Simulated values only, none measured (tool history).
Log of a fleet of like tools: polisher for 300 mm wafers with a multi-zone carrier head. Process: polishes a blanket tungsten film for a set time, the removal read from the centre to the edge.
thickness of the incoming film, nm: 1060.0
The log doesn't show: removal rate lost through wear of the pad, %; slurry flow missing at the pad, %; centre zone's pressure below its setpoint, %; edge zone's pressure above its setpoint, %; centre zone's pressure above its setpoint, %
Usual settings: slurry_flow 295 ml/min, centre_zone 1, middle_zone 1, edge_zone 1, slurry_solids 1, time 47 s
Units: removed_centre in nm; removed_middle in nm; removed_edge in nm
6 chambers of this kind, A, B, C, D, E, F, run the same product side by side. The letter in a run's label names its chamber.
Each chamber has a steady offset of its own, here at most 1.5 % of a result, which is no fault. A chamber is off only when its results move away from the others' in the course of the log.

run	day	slurry_flow	centre_zone	middle_zone	edge_zone	slurry_solids	time	wafers polished on this pad	hours since the slurry nozzle was cleaned	hours since the centre zone pressure was calibrated	hours since the edge zone pressure was calibrated	removed_centre	removed_middle	removed_edge
# day 0.025: chamber F: edge zone pressure recalibrated
1D	0.117	295	1	1	1	1	47	352	136.3	99.1	1166.7	322.29	332.91	326.51
2B	0.317	295	1	1	1	1	47	278	122.5	853.5	261.2	328.63	332.99	332.56
# day 0.325: chamber D: edge zone pressure recalibrated
# day 0.358: chamber F: worn pad replaced by a new one
# day 0.408: chamber E: centre zone pressure recalibrated
3C	0.529	295	1	1	1	1	47	313	195.2	136.6	535.2	333.01	332.91	337.85
4F	0.733	295	1	1	1	1	47	119	168.3	551.8	17	332.61	334.79	327.97
5E	0.967	295	1	1	1	1	47	312	268.8	13.5	666.3	324.81	328.47	334.09
# day 1.138: chamber C: worn pad replaced by a new one
6A	1.175	295	1	1	1	1	47	901	223.7	826.1	1323.9	328.09	331.62	333.38
# day 1.229: chamber B: worn pad replaced by a new one
7E	1.367	295	1	1	1	1	47	439	278.4	23.1	675.9	332.16	343.55	331.67
8B	1.592	295	1	1	1	1	47	114	153.1	884.1	291.8	336.28	334.15	334.84
# day 1.775: chamber E: worn pad replaced by a new one
9A	1.817	380	1	1	1	1	47	1103	239.1	841.5	1339.3	348.1	336.77	336.05
10D	1.933	380	1	1	1	1	47	925	179.9	142.7	38.6	335.71	336.76	338.28
# day 2.046: chamber F: worn pad replaced by a new one
11C	2.129	380	1	1	1	1	47	313	233.6	175	573.6	342.14	336.59	335.76
12F	2.292	380	1	1	1	1	47	77	205.7	589.2	54.4	342.14	337.13	341.23
13A	2.462	380	1	1	1	1	47	1307	254.6	857	1354.8	341.41	334.51	339.85
# day 2.533: chamber C: worn pad replaced by a new one
14E	2.6	380	1	1	1	1	47	261	308	52.7	705.5	339.11	335.39	335.38
# day 2.625: chamber A: worn pad replaced by a new one
# day 2.733: chamber D: worn pad replaced by a new one
15F	2.783	295	1	1	1	1	47	233	217.5	601	66.2	334.04	328.12	336.06
# day 2.888: chamber B: worn pad replaced by a new one
16C	3.004	295	1	1	1	1	47	149	254.6	196	594.6	337.64	328.64	337
17D	3.242	295	1	1	1	1	47	161	211.3	174.1	70	333.09	327.11	325.69
18B	3.462	295	1	1	1	1	47	182	198	929	336.7	328.39	335.77	330.73
19F	3.638	295	1	1	0.96	1	47	502	238	621.5	86.7	333.03	324.88	321.59
# day 3.65: chamber E: worn pad replaced by a new one
# day 3.729: chamber F: worn pad replaced by a new one
20C	3.838	295	1	1	0.96	1	47	413	274.6	216	614.6	330.4	328.62	327.71
21D	3.975	295	1	1	0.96	1	47	392	228.9	191.7	87.6	339.65	326.61	322.51
# day 4.117: chamber C: worn pad replaced by a new one
22A	4.125	295	1	1	0.96	1	47	474	294.5	896.9	1394.7	314.48	335.41	329.01
23B	4.321	295	1	1	0.96	1	47	453	218.6	949.6	357.3	321.86	336.21	322.11
24E	4.479	295	1	1	0.96	1	47	261	353.1	97.8	750.6	326.78	332.41	322.98
# day 4.638: chamber B: worn pad replaced by a new one
25D	4.667	295	1	1	1	1	47	610	245.5	208.3	104.2	329.55	328.85	329.26
26E	4.854	295	1	1	1	1	47	380	362.1	106.8	759.6	338.61	336.14	332.58
27C	5.012	295	1	1	1	1	47	283	302.8	244.2	642.8	336.92	331.76	327.89
28B	5.162	295	1	1	1	1	47	166	238.8	969.8	377.5	323.12	338.48	333.78
# day 5.225: chamber F: slurry nozzle cleaned
29A	5.275	295	1	1	1	1	47	837	322.1	924.5	1422.3	318.29	333.27	326.94
# day 5.358: chamber F: worn pad replaced by a new one
30F	5.458	295	1	1	1	1	47	31	5.6	665.2	130.4	329.96	331.68	330.01
# day 5.579: chamber E: worn pad replaced by a new one
31A	5.592	295	1	1	1	1	57	937	329.7	932.1	1429.9	367.98	405.02	403.42
# day 5.65: chamber C: worn pad replaced by a new one
# day 5.742: chamber C: edge zone pressure recalibrated
32C	5.842	295	1	1	1	1	57	60	322.7	264.1	2.5	414.27	395.97	405.85
33D	6	295	1	1	1	1	57	1031	277.5	240.3	136.2	386.44	400.74	400.99
34E	6.175	295	1	1	1	1	57	189	393.8	138.5	791.3	400.7	399.05	397.86
# day 6.392: chamber B: worn pad replaced by a new one
35F	6.408	295	1	1	1	1	57	331	28.4	688	153.2	397.62	403.53	397.88
36B	6.525	295	1	1	1	1	57	43	271.5	1002.5	410.2	395.14	409.24	405.14
37B	6.633	295	1	1	1	1	47	77	274.1	1005.1	412.8	325.67	336.56	333.55

What goes on in this fleet: one chamber off, a drifting gauge, or nothing beyond the chambers' own small offsets? Name the chamber and the cause, if any.

Chamber A drifts away from the others.
Cause: centre zone's pressure below its setpoint, % = 11.

Here are 4 candidates for chamber A's next run, each the usual settings with a change, their results left as question marks. Which one brings its results back in line with what the others give on the usual settings?
In line means no further than this from the other chambers' mean on the usual settings: removed_centre 16 nm; removed_middle 16 nm; removed_edge 11 nm
38A-1	6.812	295	0.97	1.01	1.01	1	47					?	?	?
38A-2	6.812	290	0.9	1.02	1.03	1	46					?	?	?
38A-3	6.812	295	1.03	0.99	0.99	1	47					?	?	?
38A-4	6.812	300	1.1	0.98	0.97	1	48					?	?	?

The other chambers' mean on the usual settings: removed_centre 331.49 nm; removed_middle 331.35 nm; removed_edge 332.29 nm
run	removed_centre	removed_middle	removed_edge
38A-1	285.96	334.78	333.65
38A-2	256.63	330.18	329.53
38A-3	305.87	328.58	330.21
38A-4	336.74	332.91	334.09
38A-4 brings the chamber back in line.
